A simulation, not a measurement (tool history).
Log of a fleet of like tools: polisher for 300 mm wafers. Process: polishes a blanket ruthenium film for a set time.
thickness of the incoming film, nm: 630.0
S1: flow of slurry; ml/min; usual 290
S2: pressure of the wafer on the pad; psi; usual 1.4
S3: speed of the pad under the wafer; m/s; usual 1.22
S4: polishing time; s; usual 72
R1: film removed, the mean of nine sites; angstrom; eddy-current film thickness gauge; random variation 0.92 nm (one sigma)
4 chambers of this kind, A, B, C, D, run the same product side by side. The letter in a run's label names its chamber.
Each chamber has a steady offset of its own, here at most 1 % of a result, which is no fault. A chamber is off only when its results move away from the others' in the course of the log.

run	hour	S1	S2	S3	S4	R1
# hour 4.8: chamber C: worn pad replaced by a new one
1B	8.5	290	1.4	1.22	72	696.20
# hour 15.4: chamber C: head pressure recalibrated
2A	16.1	290	1.4	1.22	72	680.27
3C	27.7	290	1.4	1.22	72	681.09
# hour 27.8: chamber A: worn pad replaced by a new one
# hour 39.5: chamber B: worn pad replaced by a new one
4D	42.5	290	1.4	1.22	72	683.30
# hour 43.7: chamber A: slurry nozzle cleaned
5A	50.8	290	1.4	1.22	72	662.64
6D	65.8	290	1.7	0.96	72	651.97
7C	78.3	290	1.7	0.96	72	661.35
# hour 90.4: chamber D: worn pad replaced by a new one
8B	92.1	290	1.7	0.96	72	662.73
# hour 97.9: chamber A: worn pad replaced by a new one
# hour 103.7: chamber C: worn pad replaced by a new one
9A	106.3	290	1.7	0.96	72	655.56
10D	114.4	290	1.4	1.22	72	670.86
11B	125.3	290	1.7	1.22	72	828.27
12C	133.5	290	1.7	1.22	72	836.99
# hour 136.8: chamber B: worn pad replaced by a new one
13D	142.0	290	1.7	1.22	72	806.83
14B	149.2	290	1.7	1.22	72	838.38
15C	156.8	290	1.4	1.22	72	682.17
16A	167.1	335	1.4	1.22	84	814.94
# hour 168.3: chamber A: worn pad replaced by a new one
17D	183.2	335	1.4	1.22	84	753.33
# hour 193.6: chamber C: worn pad replaced by a new one
18A	198.7	335	1.4	1.22	84	803.15
# hour 201.6: chamber D: worn pad replaced by a new one
19C	210.8	335	1.4	1.22	84	815.78
20B	223.6	290	1.4	1.22	72	691.12
# hour 227.8: chamber B: worn pad replaced by a new one
# hour 234.7: chamber A: worn pad replaced by a new one
21C	236.1	240	1.2	1.22	72	575.40
# hour 240.6: chamber B: slurry nozzle cleaned
22B	252.1	240	1.2	1.22	72	586.24
23A	268.2	240	1.2	1.22	72	570.18
24D	283.2	240	1.2	1.22	72	528.04
25D	296.3	290	1.4	1.22	72	621.16
# hour 305.0: chamber A: worn pad replaced by a new one
26A	308.0	290	1.4	1.22	72	693.33

All 4 chambers run these settings next. Forecast each chamber's results:
27A	319.9	290	1.4	1.44	72	?
27B	319.9	290	1.4	1.44	72	?
27C	319.9	290	1.4	1.44	72	?
27D	319.9	290	1.4	1.44	72	?

run	R1
27A	803.87
27B	821.31
27C	816.27
27D	718.46
